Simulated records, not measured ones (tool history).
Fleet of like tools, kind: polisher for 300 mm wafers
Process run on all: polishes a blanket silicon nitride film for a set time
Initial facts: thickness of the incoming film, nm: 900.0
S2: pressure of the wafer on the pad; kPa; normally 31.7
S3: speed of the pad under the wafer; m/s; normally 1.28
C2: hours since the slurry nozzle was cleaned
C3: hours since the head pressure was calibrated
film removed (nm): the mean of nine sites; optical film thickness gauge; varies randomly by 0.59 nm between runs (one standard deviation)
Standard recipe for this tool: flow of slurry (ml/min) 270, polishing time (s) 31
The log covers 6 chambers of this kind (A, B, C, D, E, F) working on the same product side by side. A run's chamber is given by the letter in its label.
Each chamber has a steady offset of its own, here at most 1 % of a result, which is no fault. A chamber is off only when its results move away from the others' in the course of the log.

-- hour=1.8 chamber B: slurry nozzle cleaned
run 1D hour=2.9 | flow_of_slurry_(ml/min)=270 S2=31.7 S3=1.28 polishing_time_(s)=31 | wafers_polished_on_this_pad=326 C2=240.3 C3=955.9 | film_removed_(nm)=79.264
run 2E hour=7.5 | flow_of_slurry_(ml/min)=270 S2=31.7 S3=1.28 polishing_time_(s)=31 | wafers_polished_on_this_pad=100 C2=334.5 C3=732.2 | film_removed_(nm)=77.882
-- hour=10.8 chamber C: worn pad replaced by a new one
-- hour=11.1 chamber F: worn pad replaced by a new one
run 3C hour=13.3 | flow_of_slurry_(ml/min)=270 S2=31.7 S3=1.28 polishing_time_(s)=31 | wafers_polished_on_this_pad=20 C2=597.9 C3=1303.8 | film_removed_(nm)=78.519
run 4A hour=18.4 | flow_of_slurry_(ml/min)=270 S2=31.7 S3=1.28 polishing_time_(s)=31 | wafers_polished_on_this_pad=308 C2=103.3 C3=1191.7 | film_removed_(nm)=79.382
run 5B hour=21.8 | flow_of_slurry_(ml/min)=270 S2=31.7 S3=1.28 polishing_time_(s)=31 | wafers_polished_on_this_pad=463 C2=20.1 C3=525.4 | film_removed_(nm)=77.626
run 6F hour=27.3 | flow_of_slurry_(ml/min)=270 S2=31.7 S3=1.28 polishing_time_(s)=31 | wafers_polished_on_this_pad=131 C2=66.3 C3=347.8 | film_removed_(nm)=79.665
-- hour=31.2 chamber B: worn pad replaced by a new one
run 7C hour=32.3 | flow_of_slurry_(ml/min)=270 S2=31.7 S3=1.28 polishing_time_(s)=31 | wafers_polished_on_this_pad=174 C2=616.9 C3=1322.8 | film_removed_(nm)=77.807
run 8E hour=36.8 | flow_of_slurry_(ml/min)=220 S2=31.7 S3=1.28 polishing_time_(s)=27 | wafers_polished_on_this_pad=338 C2=363.8 C3=761.5 | film_removed_(nm)=66.352
run 9D hour=40.8 | flow_of_slurry_(ml/min)=220 S2=31.7 S3=1.28 polishing_time_(s)=27 | wafers_polished_on_this_pad=633 C2=278.2 C3=993.8 | film_removed_(nm)=66.874
run 10F hour=46.1 | flow_of_slurry_(ml/min)=220 S2=31.7 S3=1.28 polishing_time_(s)=27 | wafers_polished_on_this_pad=284 C2=85.1 C3=366.6 | film_removed_(nm)=67.512
run 11A hour=49.8 | flow_of_slurry_(ml/min)=220 S2=31.7 S3=1.28 polishing_time_(s)=27 | wafers_polished_on_this_pad=562 C2=134.7 C3=1223.1 | film_removed_(nm)=67.264
run 12B hour=56.5 | flow_of_slurry_(ml/min)=220 S2=31.7 S3=1.28 polishing_time_(s)=27 | wafers_polished_on_this_pad=205 C2=54.8 C3=560.1 | film_removed_(nm)=66.606
run 13F hour=62.4 | flow_of_slurry_(ml/min)=220 S2=31.7 S3=1.28 polishing_time_(s)=27 | wafers_polished_on_this_pad=416 C2=101.4 C3=382.9 | film_removed_(nm)=68.256
-- hour=65.6 chamber A: worn pad replaced by a new one
run 14C hour=68.1 | flow_of_slurry_(ml/min)=270 S2=31.7 S3=1.28 polishing_time_(s)=31 | wafers_polished_on_this_pad=464 C2=652.7 C3=1358.6 | film_removed_(nm)=78.603
run 15E hour=71.7 | flow_of_slurry_(ml/min)=270 S2=31.7 S3=1.28 polishing_time_(s)=31 | wafers_polished_on_this_pad=620 C2=398.7 C3=796.4 | film_removed_(nm)=79.418
run 16B hour=75.1 | flow_of_slurry_(ml/min)=185 S2=31.7 S3=1.28 polishing_time_(s)=41 | wafers_polished_on_this_pad=356 C2=73.4 C3=578.7 | film_removed_(nm)=98.847
-- hour=77.6 chamber C: head pressure recalibrated
-- hour=77.8 chamber B: head pressure recalibrated
run 17A hour=81.1 | flow_of_slurry_(ml/min)=185 S2=31.7 S3=1.28 polishing_time_(s)=41 | wafers_polished_on_this_pad=126 C2=166 C3=1254.4 | film_removed_(nm)=98.604
-- hour=81.5 chamber E: worn pad replaced by a new one
run 18D hour=86.3 | flow_of_slurry_(ml/min)=185 S2=31.7 S3=1.28 polishing_time_(s)=41 | wafers_polished_on_this_pad=1002 C2=323.7 C3=1039.3 | film_removed_(nm)=99.135
run 19B hour=90.4 | flow_of_slurry_(ml/min)=185 S2=31.7 S3=1.28 polishing_time_(s)=41 | wafers_polished_on_this_pad=480 C2=88.7 C3=12.7 | film_removed_(nm)=92.646
run 20C hour=93.8 | flow_of_slurry_(ml/min)=185 S2=31.7 S3=1.28 polishing_time_(s)=41 | wafers_polished_on_this_pad=672 C2=678.4 C3=16.3 | film_removed_(nm)=98.182
-- hour=99.2 chamber B: worn pad replaced by a new one
run 21F hour=99.5 | flow_of_slurry_(ml/min)=185 S2=31.7 S3=1.28 polishing_time_(s)=41 | wafers_polished_on_this_pad=716 C2=138.5 C3=420 | film_removed_(nm)=100.49
run 22D hour=105.5 | flow_of_slurry_(ml/min)=270 S2=31.7 S3=1.28 polishing_time_(s)=31 | wafers_polished_on_this_pad=1157 C2=342.9 C3=1058.5 | film_removed_(nm)=78.605
-- hour=109.7 chamber E: slurry nozzle cleaned
run 23A hour=109.8 | flow_of_slurry_(ml/min)=270 S2=31.7 S3=1.28 polishing_time_(s)=31 | wafers_polished_on_this_pad=358 C2=194.7 C3=1283.1 | film_removed_(nm)=78.879
run 24E hour=112.8 | flow_of_slurry_(ml/min)=270 S2=31.7 S3=1.28 polishing_time_(s)=31 | wafers_polished_on_this_pad=254 C2=3.1 C3=837.5 | film_removed_(nm)=78.699
run 25A hour=116.8 | flow_of_slurry_(ml/min)=270 S2=31.7 S3=1.28 polishing_time_(s)=31 | wafers_polished_on_this_pad=415 C2=201.7 C3=1290.1 | film_removed_(nm)=78.208
run 26E hour=123.5 | flow_of_slurry_(ml/min)=270 S2=31.7 S3=1.28 polishing_time_(s)=31 | wafers_polished_on_this_pad=340 C2=13.8 C3=848.2 | film_removed_(nm)=77.895
-- hour=125.5 chamber F: worn pad replaced by a new one
-- hour=127.7 chamber D: worn pad replaced by a new one
run 27B hour=129.9 | flow_of_slurry_(ml/min)=270 S2=31.7 S3=1.28 polishing_time_(s)=31 | wafers_polished_on_this_pad=249 C2=128.2 C3=52.2 | film_removed_(nm)=73.989
-- hour=132.9 chamber A: head pressure recalibrated
run 28C hour=133 | flow_of_slurry_(ml/min)=270 S2=31.7 S3=1.28 polishing_time_(s)=31 | wafers_polished_on_this_pad=990 C2=717.6 C3=55.5 | film_removed_(nm)=78.616
run 29F hour=138 | flow_of_slurry_(ml/min)=270 S2=31.7 S3=1.28 polishing_time_(s)=31 | wafers_polished_on_this_pad=102 C2=177 C3=458.5 | film_removed_(nm)=79.495
run 30D hour=142.7 | flow_of_slurry_(ml/min)=270 S2=31.7 S3=1.28 polishing_time_(s)=25 | wafers_polished_on_this_pad=121 C2=380.1 C3=1095.7 | film_removed_(nm)=63.26
-- hour=143.9 chamber D: head pressure recalibrated
-- hour=146 chamber E: head pressure recalibrated
run 31C hour=149.4 | flow_of_slurry_(ml/min)=270 S2=31.7 S3=1.28 polishing_time_(s)=25 | wafers_polished_on_this_pad=1123 C2=734 C3=71.9 | film_removed_(nm)=62.751
-- hour=149.8 chamber E: worn pad replaced by a new one
-- hour=152.4 chamber F: head pressure recalibrated
run 32F hour=156.1 | flow_of_slurry_(ml/min)=270 S2=31.7 S3=1.28 polishing_time_(s)=25 | wafers_polished_on_this_pad=248 C2=195.1 C3=3.8 | film_removed_(nm)=63.71
-- hour=157 chamber A: worn pad replaced by a new one
run 33D hour=162.3 | flow_of_slurry_(ml/min)=270 S2=31.7 S3=1.28 polishing_time_(s)=25 | wafers_polished_on_this_pad=280 C2=399.7 C3=18.4 | film_removed_(nm)=63.395
-- hour=167.4 chamber B: worn pad replaced by a new one
run 34E hour=168.5 | flow_of_slurry_(ml/min)=270 S2=31.7 S3=1.28 polishing_time_(s)=25 | wafers_polished_on_this_pad=151 C2=58.8 C3=22.6 | film_removed_(nm)=63.177
run 35B hour=174.8 | flow_of_slurry_(ml/min)=270 S2=31.7 S3=1.28 polishing_time_(s)=25 | wafers_polished_on_this_pad=60 C2=173.1 C3=97.1 | film_removed_(nm)=59.222
run 36A hour=178.6 | flow_of_slurry_(ml/min)=270 S2=31.7 S3=0.92 polishing_time_(s)=23 | wafers_polished_on_this_pad=175 C2=263.5 C3=45.8 | film_removed_(nm)=45.631
run 37F hour=184.1 | flow_of_slurry_(ml/min)=270 S2=31.7 S3=0.92 polishing_time_(s)=23 | wafers_polished_on_this_pad=475 C2=223.1 C3=31.8 | film_removed_(nm)=44.863
run 38C hour=190.4 | flow_of_slurry_(ml/min)=270 S2=31.7 S3=0.92 polishing_time_(s)=23 | wafers_polished_on_this_pad=1455 C2=775 C3=112.9 | film_removed_(nm)=44.965
-- hour=191.3 chamber D: slurry nozzle cleaned
run 39D hour=196 | flow_of_slurry_(ml/min)=270 S2=31.7 S3=0.92 polishing_time_(s)=23 | wafers_polished_on_this_pad=553 C2=4.8 C3=52.1 | film_removed_(nm)=44.89
run 40B hour=201.5 | flow_of_slurry_(ml/min)=270 S2=31.7 S3=0.92 polishing_time_(s)=23 | wafers_polished_on_this_pad=276 C2=199.8 C3=123.8 | film_removed_(nm)=42.494
run 41A hour=205.1 | flow_of_slurry_(ml/min)=270 S2=31.7 S3=0.92 polishing_time_(s)=23 | wafers_polished_on_this_pad=390 C2=290 C3=72.3 | film_removed_(nm)=44.835
run 42E hour=210.8 | flow_of_slurry_(ml/min)=270 S2=31.7 S3=1.28 polishing_time_(s)=31 | wafers_polished_on_this_pad=494 C2=101.1 C3=64.9 | film_removed_(nm)=78.353

All 6 chambers run these settings next. Forecast each chamber's results:
run 43A hour=215.6 | flow_of_slurry_(ml/min)=270 S2=31.7 S3=1.28 polishing_time_(s)=31 | film_removed_(nm)=?
run 43B hour=215.6 | flow_of_slurry_(ml/min)=270 S2=31.7 S3=1.28 polishing_time_(s)=31 | film_removed_(nm)=?
run 43C hour=215.6 | flow_of_slurry_(ml/min)=270 S2=31.7 S3=1.28 polishing_time_(s)=31 | film_removed_(nm)=?
run 43D hour=215.6 | flow_of_slurry_(ml/min)=270 S2=31.7 S3=1.28 polishing_time_(s)=31 | film_removed_(nm)=?
run 43E hour=215.6 | flow_of_slurry_(ml/min)=270 S2=31.7 S3=1.28 polishing_time_(s)=31 | film_removed_(nm)=?
run 43F hour=215.6 | flow_of_slurry_(ml/min)=270 S2=31.7 S3=1.28 polishing_time_(s)=31 | film_removed_(nm)=?

run=43A film_removed_(nm)=77.385
run=43B film_removed_(nm)=73.557
run=43C film_removed_(nm)=77.838
run=43D film_removed_(nm)=78.987
run=43E film_removed_(nm)=78.185
run=43F film_removed_(nm)=79.633
